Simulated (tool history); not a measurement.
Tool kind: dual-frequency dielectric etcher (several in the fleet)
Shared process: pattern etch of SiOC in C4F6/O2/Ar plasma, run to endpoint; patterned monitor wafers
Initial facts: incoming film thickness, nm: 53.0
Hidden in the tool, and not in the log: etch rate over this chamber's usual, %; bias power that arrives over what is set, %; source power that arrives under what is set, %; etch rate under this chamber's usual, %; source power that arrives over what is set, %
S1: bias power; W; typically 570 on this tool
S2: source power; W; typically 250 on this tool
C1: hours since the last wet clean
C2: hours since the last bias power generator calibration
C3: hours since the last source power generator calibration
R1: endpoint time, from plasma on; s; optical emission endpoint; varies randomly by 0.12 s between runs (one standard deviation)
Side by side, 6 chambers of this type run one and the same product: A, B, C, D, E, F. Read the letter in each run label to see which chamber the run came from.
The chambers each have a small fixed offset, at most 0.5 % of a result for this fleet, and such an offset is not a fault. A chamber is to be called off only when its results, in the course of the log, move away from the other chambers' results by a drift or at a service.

run 1E hour=2.7 | S1=570 S2=250 | C1=260.1 C2=1338.2 C3=2894.6 | R1=20.35
run 2D hour=5.6 | S1=570 S2=250 | C1=227.3 C2=630.7 C3=836.7 | R1=19.97
run 3B hour=8.1 | S1=570 S2=250 | C1=31.2 C2=1472.5 C3=1722.5 | R1=20.289
run 4C hour=11.8 | S1=570 S2=250 | C1=181.4 C2=3059.6 C3=1138.4 | R1=20.223
run 5A hour=15.1 | S1=469 S2=310 | C1=251.5 C2=560.9 C3=1768.4 | R1=19.976
run 6F hour=20 | S1=469 S2=310 | C1=456.2 C2=1077.6 C3=3631.7 | R1=20.288
run 7B hour=22.7 | S1=469 S2=310 | C1=45.8 C2=1487.1 C3=1737.1 | R1=20.307
run 8C hour=25.1 | S1=469 S2=310 | C1=194.7 C2=3072.9 C3=1151.7 | R1=20.075
run 9A hour=27.7 | S1=469 S2=310 | C1=264.1 C2=573.5 C3=1781 | R1=20.297
run 10D hour=30.1 | S1=469 S2=310 | C1=251.8 C2=655.2 C3=861.2 | R1=19.913
run 11E hour=34.2 | S1=570 S2=250 | C1=291.6 C2=1369.7 C3=2926.1 | R1=20.099
run 12F hour=37.5 | S1=570 S2=250 | C1=473.7 C2=1095.1 C3=3649.2 | R1=19.919
run 13E hour=40.5 | S1=570 S2=250 | C1=297.9 C2=1376 C3=2932.4 | R1=20.21
run 14A hour=44.5 | S1=570 S2=250 | C1=280.9 C2=590.3 C3=1797.8 | R1=20.197
-- hour=47 chamber F: wet clean of the chamber
run 15B hour=49.4 | S1=570 S2=250 | C1=72.5 C2=1513.8 C3=1763.8 | R1=20.294
run 16F hour=52.3 | S1=570 S2=250 | C1=5.3 C2=1109.9 C3=3664 | R1=20.289
run 17D hour=54.7 | S1=570 S2=250 | C1=276.4 C2=679.8 C3=885.8 | R1=20.266
run 18C hour=57.8 | S1=570 S2=250 | C1=227.4 C2=3105.6 C3=1184.4 | R1=20.324
run 19E hour=62.7 | S1=570 S2=250 | C1=320.1 C2=1398.2 C3=2954.6 | R1=20.308
run 20A hour=66.3 | S1=570 S2=250 | C1=302.7 C2=612.1 C3=1819.6 | R1=19.998
run 21F hour=70.6 | S1=570 S2=250 | C1=23.6 C2=1128.2 C3=3682.3 | R1=20.082
run 22D hour=74.5 | S1=570 S2=250 | C1=296.2 C2=699.6 C3=905.6 | R1=19.993
run 23B hour=78.8 | S1=570 S2=250 | C1=101.9 C2=1543.2 C3=1793.2 | R1=20.643
run 24C hour=81.2 | S1=570 S2=250 | C1=250.8 C2=3129 C3=1207.8 | R1=20.449
run 25C hour=85 | S1=570 S2=250 | C1=254.6 C2=3132.8 C3=1211.6 | R1=20.59
run 26B hour=89.3 | S1=437 S2=270 | C1=112.4 C2=1553.7 C3=1803.7 | R1=21.928
run 27D hour=93.6 | S1=437 S2=270 | C1=315.3 C2=718.7 C3=924.7 | R1=21.572
run 28F hour=97 | S1=437 S2=270 | C1=50 C2=1154.6 C3=3708.7 | R1=21.812
run 29E hour=101.7 | S1=437 S2=270 | C1=359.1 C2=1437.2 C3=2993.6 | R1=21.69
run 30A hour=105.3 | S1=437 S2=270 | C1=341.7 C2=651.1 C3=1858.6 | R1=21.951
-- hour=109.7 chamber A: wet clean of the chamber
run 31F hour=109.8 | S1=437 S2=270 | C1=62.8 C2=1167.4 C3=3721.5 | R1=21.78
run 32E hour=113.8 | S1=570 S2=250 | C1=371.2 C2=1449.3 C3=3005.7 | R1=20.142
run 33C hour=117.2 | S1=570 S2=250 | C1=286.8 C2=3165 C3=1243.8 | R1=21.098
run 34A hour=121.8 | S1=570 S2=250 | C1=12.2 C2=667.6 C3=1875.1 | R1=20.109
run 35D hour=127.1 | S1=570 S2=250 | C1=348.8 C2=752.2 C3=958.2 | R1=19.859
run 36B hour=130.7 | S1=570 S2=250 | C1=153.8 C2=1595.1 C3=1845.1 | R1=20.461
run 37B hour=133.4 | S1=511 S2=230 | C1=156.5 C2=1597.8 C3=1847.8 | R1=22.022
run 38F hour=138.5 | S1=511 S2=230 | C1=91.5 C2=1196.1 C3=3750.2 | R1=21.54
run 39E hour=140.9 | S1=511 S2=230 | C1=398.3 C2=1476.4 C3=3032.8 | R1=21.703
run 40A hour=143.4 | S1=511 S2=230 | C1=33.8 C2=689.2 C3=1896.7 | R1=21.548

Each of the 6 chambers runs these same settings next. Fill in every chamber's results:
run 41A hour=147.2 | S1=570 S2=290 | R1=?
run 41B hour=147.2 | S1=570 S2=290 | R1=?
run 41C hour=147.2 | S1=570 S2=290 | R1=?
run 41D hour=147.2 | S1=570 S2=290 | R1=?
run 41E hour=147.2 | S1=570 S2=290 | R1=?
run 41F hour=147.2 | S1=570 S2=290 | R1=?

run=41A R1=19.331
run=41B R1=19.377
run=41C R1=20.251
run=41D R1=18.788
run=41E R1=19.24
run=41F R1=19.08
